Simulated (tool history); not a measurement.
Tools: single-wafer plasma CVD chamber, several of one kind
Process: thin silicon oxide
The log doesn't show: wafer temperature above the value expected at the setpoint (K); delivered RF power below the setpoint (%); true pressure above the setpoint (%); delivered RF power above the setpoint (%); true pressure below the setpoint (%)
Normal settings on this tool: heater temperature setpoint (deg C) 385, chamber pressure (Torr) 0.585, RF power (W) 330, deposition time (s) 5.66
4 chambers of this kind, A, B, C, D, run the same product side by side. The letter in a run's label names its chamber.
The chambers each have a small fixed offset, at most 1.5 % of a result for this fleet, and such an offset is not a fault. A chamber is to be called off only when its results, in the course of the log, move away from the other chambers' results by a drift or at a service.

run   hour  heater temperature setpoint (deg C)  chamber pressure (Torr)  RF power (W)  deposition time (s)  hours since the last thermocouple change  hours since the last RF generator calibration  hours since the last manometer calibration  read-back reference wafer on the same gauge, thickness_nm  mean film thickness on the monitor wafer (Å)
 1D    5.4                                  385                    0.585           330                 5.66                                    1046.4                                          644.1                                       725.8                                                     6.3726                                        79.774
 2A   12.0                                  385                    0.585           330                 5.66                                     235.3                                          423.4                                       515.6                                                     6.3706                                        78.620
 3C   16.1                                  385                    0.585           330                 5.66                                    1143.8                                         1624.4                                       660.5                                                     6.3709                                        78.430
 4B   22.2                                  385                    0.585           330                 5.66                                     180.9                                         1748.8                                       104.1                                                     6.3727                                        79.808
 5B   27.1                                  385                    0.585           305                 6.38                                     185.8                                         1753.7                                       109.0                                                     6.3757                                        87.264
 6A   32.1                                  385                    0.585           305                 6.38                                     255.4                                          443.5                                       535.7                                                     6.3768                                        85.972
 7C   35.2                                  385                    0.585           305                 6.38                                    1162.9                                         1643.5                                       679.6                                                     6.3757                                        85.951
 8D   38.9                                  385                    0.585           305                 6.38                                    1079.9                                          677.6                                       759.3                                                     6.3744                                        87.129
 9B   44.6                                  385                    0.585           330                 5.66                                     203.3                                         1771.2                                       126.5                                                     6.3766                                        79.723
10D   50.7                                  385                    0.585           330                 5.66                                    1091.7                                          689.4                                       771.1                                                     6.3784                                        79.791
11C   55.2                                  385                    0.585           330                 5.66                                    1182.9                                         1663.5                                       699.6                                                     6.3755                                        78.668
12A   60.9                                  385                    0.585           330                 5.66                                     284.2                                          472.3                                       564.5                                                     6.3778                                        78.794
13A   66.6                                  385                    0.585           330                 5.66                                     289.9                                          478.0                                       570.2                                                     6.3772                                        78.870
14D   70.3                                  385                    0.585           330                 5.66                                    1111.3                                          709.0                                       790.7                                                     6.3802                                        79.904
15C   73.7                                  385                    0.585           330                 5.66                                    1201.4                                         1682.0                                       718.1                                                     6.3811                                        78.557
16B   77.3                                  385                    0.585           330                 5.66                                     236.0                                         1803.9                                       159.2                                                     6.3792                                        79.753
17D   84.0                                  385                    0.585           330                 5.66                                    1125.0                                          722.7                                       804.4                                                     6.3817                                        80.133
18B   88.1                                  385                    0.585           330                 5.66                                     246.8                                         1814.7                                       170.0                                                     6.3795                                        79.844
19A   91.2                                  385                    0.585           330                 5.66                                     314.5                                          502.6                                       594.8                                                     6.3831                                        78.814
20C   97.1                                  385                    0.585           330                 5.66                                    1224.8                                         1705.4                                       741.5                                                     6.3855                                        78.746
21C  100.2                                  385                    0.585           330                 5.66                                    1227.9                                         1708.5                                       744.6                                                     6.3831                                        78.812
22A  106.9                                  385                    0.585           330                 5.66                                     330.2                                          518.3                                       610.5                                                     6.3862                                        78.814
23B  111.3                                  385                    0.585           330                 5.66                                     270.0                                         1837.9                                       193.2                                                     6.3867                                        79.856
24D  116.9                                  385                    0.585           330                 5.66                                    1157.9                                          755.6                                       837.3                                                     6.3863                                        80.066
25B  120.4                                  385                    0.585           330                 5.66                                     279.1                                         1847.0                                       202.3                                                     6.3877                                        79.910
26A  125.5                                  385                    0.585           330                 5.66                                     348.8                                          536.9                                       629.1                                                     6.3867                                        78.691
27D  131.6                                  385                    0.585           310                 5.66                                    1172.6                                          770.3                                       852.0                                                     6.3870                                        78.217
28C  137.2                                  385                    0.585           310                 5.66                                    1264.9                                         1745.5                                       781.6                                                     6.3894                                        76.872
29B  141.8                                  385                    0.585           310                 5.66                                     300.5                                         1868.4                                       223.7                                                     6.3914                                        78.113
30C  145.5                                  385                    0.585           310                 5.66                                    1273.2                                         1753.8                                       789.9                                                     6.3907                                        76.869
31D  148.8                                  385                    0.585           330                 5.66                                    1189.8                                          787.5                                       869.2                                                     6.3912                                        80.109
32A  152.5                                  385                    0.585           330                 5.66                                     375.8                                          563.9                                       656.1                                                     6.3889                                        78.977
33B  158.5                                  385                    0.585           330                 5.66                                     317.2                                         1885.1                                       240.4                                                     6.3918                                        80.029
34D  162.7                                  385                    0.585           330                 5.66                                    1203.7                                          801.4                                       883.1                                                     6.3923                                        80.108
35C  167.1                                  385                    0.585           330                 5.66                                    1294.8                                         1775.4                                       811.5                                                     6.3929                                        78.638
36A  171.9                                  385                    0.469           330                 5.66                                     395.2                                          583.3                                       675.5                                                     6.3947                                        61.960
37A  177.0                                  385                    0.469           330                 5.66                                     400.3                                          588.4                                       680.6                                                     6.3927                                        61.952
38D  181.8                                  385                    0.469           330                 5.66                                    1222.8                                          820.5                                       902.2                                                     6.3976                                        62.974
39B  188.4                                  385                    0.469           330                 5.66                                     347.1                                         1915.0                                       270.3                                                     6.3964                                        62.426
40C  195.1                                  385                    0.585           330                 5.66                                    1322.8                                         1803.4                                       839.5                                                     6.3969                                        78.781
41B  198.7                                  385                    0.585           330                 5.66                                     357.4                                         1925.3                                       280.6                                                     6.3967                                        80.155
42A  204.3                                  385                    0.585           330                 5.66                                     427.6                                          615.7                                       707.9                                                     6.3970                                        79.050
43C  209.1                                  385                    0.585           330                 5.66                                    1336.8                                         1817.4                                       853.5                                                     6.3968                                        78.806

Next, all 4 chambers run the settings below, one line each with question marks for the results. What does each chamber give?
44A  214.0                                  385                    0.585           330                 5.66                                                                                                                                                                                                                                             ?
44B  214.0                                  385                    0.585           330                 5.66                                                                                                                                                                                                                                             ?
44C  214.0                                  385                    0.585           330                 5.66                                                                                                                                                                                                                                             ?
44D  214.0                                  385                    0.585           330                 5.66                                                                                                                                                                                                                                             ?

run  mean film thickness on the monitor wafer (Å)
44A                                        79.004
44B                                        80.171
44C                                        78.967
44D                                        80.375
